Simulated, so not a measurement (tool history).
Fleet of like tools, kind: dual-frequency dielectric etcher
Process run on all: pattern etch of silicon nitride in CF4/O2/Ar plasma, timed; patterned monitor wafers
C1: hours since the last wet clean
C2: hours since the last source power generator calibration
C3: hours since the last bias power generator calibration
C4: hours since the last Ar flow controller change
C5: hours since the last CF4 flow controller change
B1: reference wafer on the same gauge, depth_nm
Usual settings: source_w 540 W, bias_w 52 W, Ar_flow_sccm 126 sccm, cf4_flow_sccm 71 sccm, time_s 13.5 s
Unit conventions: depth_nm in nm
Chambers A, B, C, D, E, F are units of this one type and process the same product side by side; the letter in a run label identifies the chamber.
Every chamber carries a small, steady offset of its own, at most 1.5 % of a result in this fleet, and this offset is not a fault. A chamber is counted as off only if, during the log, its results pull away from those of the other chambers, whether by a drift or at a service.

Run 1D, hour 9.9: usual settings; C1 217.7; C2 176.2; C3 649.2; C4 3198.6; C5 543; B1 29.083. Result: depth_nm 25.719 nm.
Run 2A, hour 21.1: usual settings; C1 44.5; C2 929.8; C3 1633.2; C4 3452.4; C5 1569.4; B1 29.119. Result: depth_nm 25.631 nm.
Run 3B, hour 34.8: usual settings; C1 246.6; C2 1033; C3 3274.6; C4 269; C5 2692.4; B1 29.082. Result: depth_nm 25.69 nm.
Run 4C, hour 46.7: usual settings; C1 577.8; C2 576.4; C3 459.5; C4 3663.9; C5 2574.5; B1 29.093. Result: depth_nm 25.995 nm.
Run 5E, hour 60.4: usual settings; C1 275.7; C2 2063.5; C3 391.6; C4 2741.9; C5 122.2; B1 29.085. Result: depth_nm 26.211 nm.
Run 6F, hour 71.2: usual settings; C1 134.1; C2 502; C3 927.1; C4 3496.5; C5 3973.5; B1 29.104. Result: depth_nm 25.539 nm.
Run 7A, hour 83.3: usual settings; C1 106.7; C2 992; C3 1695.4; C4 3514.6; C5 1631.6; B1 29.098. Result: depth_nm 25.742 nm.
At hour 88.1: chamber C: wet clean of the chamber.
Run 8E, hour 90.1: usual settings; C1 305.4; C2 2093.2; C3 421.3; C4 2771.6; C5 151.9; B1 29.071. Result: depth_nm 26.076 nm.
Run 9D, hour 103: usual settings; C1 310.8; C2 269.3; C3 742.3; C4 3291.7; C5 636.1; B1 29.104. Result: depth_nm 25.8 nm.
Run 10C, hour 110.6: usual settings; C1 22.5; C2 640.3; C3 523.4; C4 3727.8; C5 2638.4; B1 29.096. Result: depth_nm 25.658 nm.
Run 11B, hour 125.2: usual settings; C1 337; C2 1123.4; C3 3365; C4 359.4; C5 2782.8; B1 29.123. Result: depth_nm 25.741 nm.
Run 12F, hour 135.3: usual settings; C1 198.2; C2 566.1; C3 991.2; C4 3560.6; C5 4037.6; B1 29.133. Result: depth_nm 25.669 nm.
Run 13D, hour 145.3: usual settings but source_w 660 W, bias_w 64 W; C1 353.1; C2 311.6; C3 784.6; C4 3334; C5 678.4; B1 29.14. Result: depth_nm 32.812 nm.
At hour 149.7: chamber F: Ar flow controller replaced.
Run 14E, hour 157.9: usual settings but source_w 660 W, bias_w 64 W; C1 373.2; C2 2161; C3 489.1; C4 2839.4; C5 219.7; B1 29.094. Result: depth_nm 33.721 nm.
Run 15C, hour 165.8: usual settings but source_w 660 W, bias_w 64 W; C1 77.7; C2 695.5; C3 578.6; C4 3783; C5 2693.6; B1 29.126. Result: depth_nm 33.563 nm.
Run 16F, hour 178.8: usual settings but source_w 660 W, bias_w 64 W; C1 241.7; C2 609.6; C3 1034.7; C4 29.2; C5 4081.1; B1 29.11. Result: depth_nm 32.73 nm.
At hour 183.7: chamber F: CF4 flow controller replaced.
Run 17B, hour 191: usual settings but source_w 660 W, bias_w 64 W; C1 402.8; C2 1189.2; C3 3430.8; C4 425.2; C5 2848.6; B1 29.091. Result: depth_nm 32.816 nm.
Run 18A, hour 200.7: usual settings but source_w 660 W, bias_w 64 W; C1 224.1; C2 1109.4; C3 1812.8; C4 3632; C5 1749; B1 29.106. Result: depth_nm 32.843 nm.
Run 19F, hour 207.8: usual settings; C1 270.7; C2 638.6; C3 1063.7; C4 58.2; C5 24.1; B1 29.091. Result: depth_nm 25.762 nm.
Run 20A, hour 221.1: usual settings; C1 244.5; C2 1129.8; C3 1833.2; C4 3652.4; C5 1769.4; B1 29.094. Result: depth_nm 25.598 nm.
Run 21B, hour 228.1: usual settings; C1 439.9; C2 1226.3; C3 3467.9; C4 462.3; C5 2885.7; B1 29.073. Result: depth_nm 25.713 nm.
Run 22C, hour 236: usual settings but source_w 410 W; C1 147.9; C2 765.7; C3 648.8; C4 3853.2; C5 2763.8; B1 29.119. Result: depth_nm 20.575 nm.
Run 23D, hour 247.3: usual settings but source_w 410 W; C1 455.1; C2 413.6; C3 886.6; C4 3436; C5 780.4; B1 29.118. Result: depth_nm 19.799 nm.
At hour 248: chamber E: wet clean of the chamber.
Run 24E, hour 257.3: usual settings but source_w 410 W; C1 9.4; C2 2260.4; C3 588.5; C4 2938.8; C5 319.1; B1 29.093. Result: depth_nm 20.765 nm.
At hour 264.3: chamber B: wet clean of the chamber.
Run 25A, hour 271.3: usual settings but source_w 410 W; C1 294.7; C2 1180; C3 1883.4; C4 3702.6; C5 1819.6; B1 29.064. Result: depth_nm 20.338 nm.
Run 26B, hour 278.6: usual settings but source_w 410 W; C1 14.3; C2 1276.8; C3 3518.4; C4 512.8; C5 2936.2; B1 29.082. Result: depth_nm 20.556 nm.
Run 27D, hour 287.8: usual settings but source_w 410 W; C1 495.6; C2 454.1; C3 927.1; C4 3476.5; C5 820.9; B1 29.131. Result: depth_nm 19.511 nm.
Run 28C, hour 301.6: usual settings; C1 213.5; C2 831.3; C3 714.4; C4 3918.8; C5 2829.4; B1 29.135. Result: depth_nm 25.987 nm.
Run 29F, hour 308.4: usual settings but time_s 15 s; C1 371.3; C2 739.2; C3 1164.3; C4 158.8; C5 124.7; B1 29.078. Result: depth_nm 28.534 nm.
Run 30E, hour 322.3: usual settings but time_s 15 s; C1 74.4; C2 2325.4; C3 653.5; C4 3003.8; C5 384.1; B1 29.096. Result: depth_nm 28.948 nm.
Run 31E, hour 329: usual settings but time_s 15 s; C1 81.1; C2 2332.1; C3 660.2; C4 3010.5; C5 390.8; B1 29.095. Result: depth_nm 29.147 nm.
Run 32D, hour 337.1: usual settings but time_s 15 s; C1 544.9; C2 503.4; C3 976.4; C4 3525.8; C5 870.2; B1 29.155. Result: depth_nm 27.801 nm.
Run 33A, hour 344.2: usual settings but time_s 15 s; C1 367.6; C2 1252.9; C3 1956.3; C4 3775.5; C5 1892.5; B1 29.096. Result: depth_nm 28.616 nm.
Run 34B, hour 353.9: usual settings but time_s 15 s; C1 89.6; C2 1352.1; C3 3593.7; C4 588.1; C5 3011.5; B1 29.073. Result: depth_nm 28.792 nm.
Run 35F, hour 368.9: usual settings; C1 431.8; C2 799.7; C3 1224.8; C4 219.3; C5 185.2; B1 29.091. Result: depth_nm 25.282 nm.
Run 36C, hour 383.7: usual settings but source_w 420 W; C1 295.6; C2 913.4; C3 796.5; C4 4000.9; C5 2911.5; B1 29.077. Result: depth_nm 20.868 nm.
Run 37F, hour 393.6: usual settings but source_w 420 W; C1 456.5; C2 824.4; C3 1249.5; C4 244; C5 209.9; B1 29.114. Result: depth_nm 20.684 nm.
Run 38C, hour 408: usual settings but source_w 420 W; C1 319.9; C2 937.7; C3 820.8; C4 4025.2; C5 2935.8; B1 29.168. Result: depth_nm 20.92 nm.
Run 39B, hour 419.1: usual settings but source_w 420 W; C1 154.8; C2 1417.3; C3 3658.9; C4 653.3; C5 3076.7; B1 29.075. Result: depth_nm 20.619 nm.
At hour 424.3: chamber A: Ar flow controller replaced.
Run 40E, hour 430.9: usual settings but source_w 420 W; C1 183; C2 2434; C3 762.1; C4 3112.4; C5 492.7; B1 29.126. Result: depth_nm 20.87 nm.
Run 41A, hour 443.6: usual settings but source_w 420 W; C1 467; C2 1352.3; C3 2055.7; C4 19.4; C5 1991.9; B1 29.114. Result: depth_nm 20.656 nm.

Is one chamber off against the others, does the gauge drift, or is nothing wrong? If a chamber is off, say which, and what the likeliest cause is.

It is chamber D that slowly wanders off from its peers.
Likeliest cause: etch rate under this chamber's usual, % = 4.23.
The log may not tell that from: source power that arrives under what is set, %.

Here are 4 candidates for chamber D's next run, each the usual settings with a change, their results left as question marks. Which one brings its results back in line with what the others give on the usual settings?
Counts as in line when no further than this from what the other chambers average on the usual settings: depth_nm 0.52 nm
Run 42D-1, hour 454.5: usual settings but source_w 580 W, bias_w 54 W, Ar_flow_sccm 124 sccm, cf4_flow_sccm 72 sccm. Result: depth_nm ?.
Run 42D-2, hour 454.5: usual settings but source_w 560 W, bias_w 53 W. Result: depth_nm ?.
Run 42D-3, hour 454.5: usual settings but Ar_flow_sccm 166 sccm. Result: depth_nm ?.
Run 42D-4, hour 454.5: usual settings but cf4_flow_sccm 70 sccm, time_s 12.5 s. Result: depth_nm ?.

On the usual settings, the other chambers give on average: depth_nm 25.796 nm
  run  depth_nm
42D-1    26.741
42D-2     25.63
42D-3    23.657
42D-4    22.768
Change 42D-2 lands the chamber within the allowed miss of the other chambers.
